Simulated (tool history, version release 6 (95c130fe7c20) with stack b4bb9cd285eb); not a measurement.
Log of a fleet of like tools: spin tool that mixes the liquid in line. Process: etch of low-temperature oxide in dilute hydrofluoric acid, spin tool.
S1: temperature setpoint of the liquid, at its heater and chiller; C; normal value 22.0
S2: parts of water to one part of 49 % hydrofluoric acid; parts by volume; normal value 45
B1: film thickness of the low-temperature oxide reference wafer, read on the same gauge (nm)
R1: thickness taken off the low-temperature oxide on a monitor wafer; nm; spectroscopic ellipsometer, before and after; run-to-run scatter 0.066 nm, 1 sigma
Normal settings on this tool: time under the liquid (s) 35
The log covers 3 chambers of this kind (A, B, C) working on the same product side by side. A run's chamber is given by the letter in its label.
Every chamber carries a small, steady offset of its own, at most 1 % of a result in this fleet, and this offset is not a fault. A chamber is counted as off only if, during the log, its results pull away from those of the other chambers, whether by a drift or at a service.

run 1B hour=8.7 | S1=22.0 S2=45 time_under_the_liquid_(s)=35 | B1=59.994 | R1=9.2705
run 2C hour=17.4 | S1=22.0 S2=45 time_under_the_liquid_(s)=35 | B1=59.973 | R1=9.2299
run 3A hour=26.3 | S1=22.0 S2=45 time_under_the_liquid_(s)=35 | B1=59.976 | R1=9.2025
run 4A hour=33.1 | S1=22.0 S2=45 time_under_the_liquid_(s)=35 | B1=60.034 | R1=9.2444
-- hour=38.2 chamber A: hydrofluoric acid flow meter replaced
run 5C hour=39.8 | S1=22.0 S2=45 time_under_the_liquid_(s)=35 | B1=60.036 | R1=9.1442
run 6B hour=45.1 | S1=22.0 S2=45 time_under_the_liquid_(s)=35 | B1=60.015 | R1=9.2196
run 7B hour=52.2 | S1=22.0 S2=45 time_under_the_liquid_(s)=35 | B1=60.012 | R1=9.1805
run 8A hour=56.9 | S1=22.0 S2=45 time_under_the_liquid_(s)=35 | B1=60.018 | R1=9.2324
run 9C hour=65.6 | S1=22.0 S2=45 time_under_the_liquid_(s)=35 | B1=59.972 | R1=9.2067
run 10C hour=72.0 | S1=22.0 S2=45 time_under_the_liquid_(s)=35 | B1=59.991 | R1=9.2265
run 11B hour=77.9 | S1=22.0 S2=45 time_under_the_liquid_(s)=35 | B1=60.027 | R1=9.1373
run 12A hour=88.1 | S1=22.0 S2=45 time_under_the_liquid_(s)=35 | B1=59.993 | R1=9.1923
run 13B hour=95.7 | S1=19.5 S2=45 time_under_the_liquid_(s)=55 | B1=59.973 | R1=12.9530
run 14A hour=100.6 | S1=19.5 S2=45 time_under_the_liquid_(s)=55 | B1=60.031 | R1=13.1880
run 15C hour=105.6 | S1=19.5 S2=45 time_under_the_liquid_(s)=55 | B1=60.004 | R1=12.9170
run 16C hour=116.0 | S1=22.0 S2=45 time_under_the_liquid_(s)=35 | B1=59.953 | R1=9.1384
run 17A hour=124.9 | S1=22.0 S2=45 time_under_the_liquid_(s)=35 | B1=60.004 | R1=9.3051
run 18B hour=129.6 | S1=22.0 S2=45 time_under_the_liquid_(s)=35 | B1=59.991 | R1=9.1829
run 19A hour=140.1 | S1=17.5 S2=45 time_under_the_liquid_(s)=15 | B1=59.990 | R1=3.2789
run 20B hour=146.7 | S1=17.5 S2=45 time_under_the_liquid_(s)=15 | B1=60.026 | R1=3.2603
run 21C hour=157.4 | S1=17.5 S2=45 time_under_the_liquid_(s)=15 | B1=59.993 | R1=3.2560
run 22B hour=164.2 | S1=22.0 S2=45 time_under_the_liquid_(s)=35 | B1=60.030 | R1=9.1873
run 23A hour=169.0 | S1=22.0 S2=45 time_under_the_liquid_(s)=35 | B1=59.974 | R1=9.3014
run 24C hour=178.1 | S1=22.0 S2=45 time_under_the_liquid_(s)=35 | B1=59.994 | R1=9.1669
run 25A hour=183.2 | S1=22.0 S2=45 time_under_the_liquid_(s)=35 | B1=60.021 | R1=9.2652

Does one chamber stand apart from the rest, does the shared gauge drift, or is all well apart from small per-chamber offsets? Give the chamber and the most likely cause, where there is one.

Beyond each chamber's small constant offset nothing stands out, and the gauge stays steady.
